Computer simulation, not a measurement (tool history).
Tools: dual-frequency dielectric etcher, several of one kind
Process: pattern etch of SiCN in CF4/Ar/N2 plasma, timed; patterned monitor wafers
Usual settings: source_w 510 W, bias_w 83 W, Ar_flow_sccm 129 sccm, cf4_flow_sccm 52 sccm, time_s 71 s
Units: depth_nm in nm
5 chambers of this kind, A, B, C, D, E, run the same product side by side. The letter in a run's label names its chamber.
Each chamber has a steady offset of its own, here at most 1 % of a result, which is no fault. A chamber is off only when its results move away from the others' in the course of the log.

| run | hour | source_w | bias_w | Ar_flow_sccm | cf4_flow_sccm | time_s | hours since the last wet clean | hours since the last source power generator calibration | hours since the last bias power generator calibration | hours since the last Ar flow controller change | hours since the last CF4 flow controller change | read-back reference wafer on the same gauge, depth_nm | depth_nm |
|---|---|---|---|---|---|---|---|---|---|---|---|---|---|
| 1A | 8.2 | 510 | 83 | 129 | 52 | 71 | 200.4 | 1814.4 | 712.3 | 10.8 | 2310.1 | 62.558 | 65.22 |
| 2B | 15.5 | 510 | 83 | 129 | 52 | 71 | 385.9 | 1564.8 | 3947.7 | 1319 | 2375.2 | 62.659 | 65.947 |
| 3D | 22.8 | 510 | 83 | 129 | 52 | 71 | 290.7 | 3293 | 1235.9 | 1008.1 | 176.1 | 62.6 | 65.474 |
| 4E | 30.8 | 510 | 83 | 129 | 52 | 71 | 44.5 | 927.1 | 1980.6 | 946.9 | 2324.6 | 62.636 | 66.464 |
| 5C | 39.9 | 510 | 83 | 129 | 52 | 71 | 442.6 | 2399.4 | 1746.7 | 1614 | 915 | 62.56 | 66.46 |
| 6A | 45 | 510 | 83 | 129 | 52 | 71 | 237.2 | 1851.2 | 749.1 | 47.6 | 2346.9 | 62.537 | 65.199 |
| 7C | 54.4 | 510 | 83 | 129 | 52 | 71 | 457.1 | 2413.9 | 1761.2 | 1628.5 | 929.5 | 62.547 | 65.8 |
| 8D | 62.8 | 510 | 83 | 129 | 52 | 71 | 330.7 | 3333 | 1275.9 | 1048.1 | 216.1 | 62.675 | 65.2 |
| 9B | 69.8 | 630 | 83 | 129 | 52 | 55 | 440.2 | 1619.1 | 4002 | 1373.3 | 2429.5 | 62.561 | 61.456 |
| 10E | 74.7 | 630 | 83 | 129 | 52 | 55 | 88.4 | 971 | 2024.5 | 990.8 | 2368.5 | 62.607 | 61.954 |
| 11D | 84.3 | 630 | 83 | 129 | 52 | 55 | 352.2 | 3354.5 | 1297.4 | 1069.6 | 237.6 | 62.554 | 61.355 |
|  | 89.4 | chamber C: wet clean of the chamber |
| 12C | 93.2 | 630 | 83 | 129 | 52 | 55 | 3.9 | 2452.7 | 1800 | 1667.3 | 968.3 | 62.633 | 61.167 |
| 13B | 102.8 | 630 | 83 | 129 | 52 | 55 | 473.2 | 1652.1 | 4035 | 1406.3 | 2462.5 | 62.63 | 61.475 |
| 14E | 109.8 | 510 | 83 | 129 | 52 | 71 | 123.5 | 1006.1 | 2059.6 | 1025.9 | 2403.6 | 62.613 | 66.144 |
| 15A | 115.1 | 510 | 83 | 129 | 52 | 71 | 307.3 | 1921.3 | 819.2 | 117.7 | 2417 | 62.617 | 65.244 |
| 16B | 120.9 | 510 | 83 | 129 | 52 | 71 | 491.3 | 1670.2 | 4053.1 | 1424.4 | 2480.6 | 62.619 | 66.168 |
| 17A | 127.6 | 510 | 83 | 129 | 52 | 71 | 319.8 | 1933.8 | 831.7 | 130.2 | 2429.5 | 62.555 | 65.53 |
| 18D | 135.2 | 510 | 83 | 129 | 52 | 71 | 403.1 | 3405.4 | 1348.3 | 1120.5 | 288.5 | 62.638 | 65.104 |
|  | 138.1 | chamber D: wet clean of the chamber |
| 19C | 140.6 | 510 | 83 | 129 | 52 | 71 | 51.3 | 2500.1 | 1847.4 | 1714.7 | 1015.7 | 62.571 | 65.536 |
| 20E | 149.4 | 510 | 83 | 129 | 52 | 71 | 163.1 | 1045.7 | 2099.2 | 1065.5 | 2443.2 | 62.612 | 66.949 |
| 21C | 159.6 | 510 | 83 | 129 | 52 | 71 | 70.3 | 2519.1 | 1866.4 | 1733.7 | 1034.7 | 62.645 | 65.425 |
| 22E | 167.8 | 510 | 83 | 129 | 52 | 71 | 181.5 | 1064.1 | 2117.6 | 1083.9 | 2461.6 | 62.569 | 66.424 |
| 23D | 178.4 | 510 | 83 | 129 | 52 | 71 | 40.4 | 3448.6 | 1391.5 | 1163.7 | 331.7 | 62.521 | 65.742 |
|  | 185.3 | chamber A: wet clean of the chamber |
| 24A | 189.3 | 510 | 83 | 129 | 52 | 71 | 4 | 1995.5 | 893.4 | 191.9 | 2491.2 | 62.653 | 65.497 |
| 25B | 196.4 | 510 | 83 | 129 | 52 | 71 | 566.8 | 1745.7 | 4128.6 | 1499.9 | 2556.1 | 62.551 | 65.871 |
| 26D | 203.5 | 510 | 83 | 129 | 52 | 71 | 65.5 | 3473.7 | 1416.6 | 1188.8 | 356.8 | 62.598 | 65.57 |
| 27A | 211.7 | 510 | 83 | 129 | 52 | 71 | 26.4 | 2017.9 | 915.8 | 214.3 | 2513.6 | 62.635 | 65.33 |
| 28C | 217.1 | 510 | 83 | 129 | 52 | 71 | 127.8 | 2576.6 | 1923.9 | 1791.2 | 1092.2 | 62.642 | 65.444 |
| 29B | 227.1 | 510 | 83 | 129 | 52 | 71 | 597.5 | 1776.4 | 4159.3 | 1530.6 | 2586.8 | 62.592 | 65.994 |
| 30E | 233.5 | 510 | 83 | 129 | 52 | 71 | 247.2 | 1129.8 | 2183.3 | 1149.6 | 2527.3 | 62.592 | 66.18 |
| 31B | 243.8 | 510 | 83 | 129 | 52 | 71 | 614.2 | 1793.1 | 4176 | 1547.3 | 2603.5 | 62.611 | 65.987 |
| 32A | 249 | 510 | 83 | 129 | 52 | 64 | 63.7 | 2055.2 | 953.1 | 251.6 | 2550.9 | 62.603 | 58.966 |

What goes on in this fleet: one chamber off, a drifting gauge, or nothing beyond the chambers' own small offsets? Name the chamber and the cause, if any.

No chamber stands off beyond its own small offset, and the gauge holds steady.
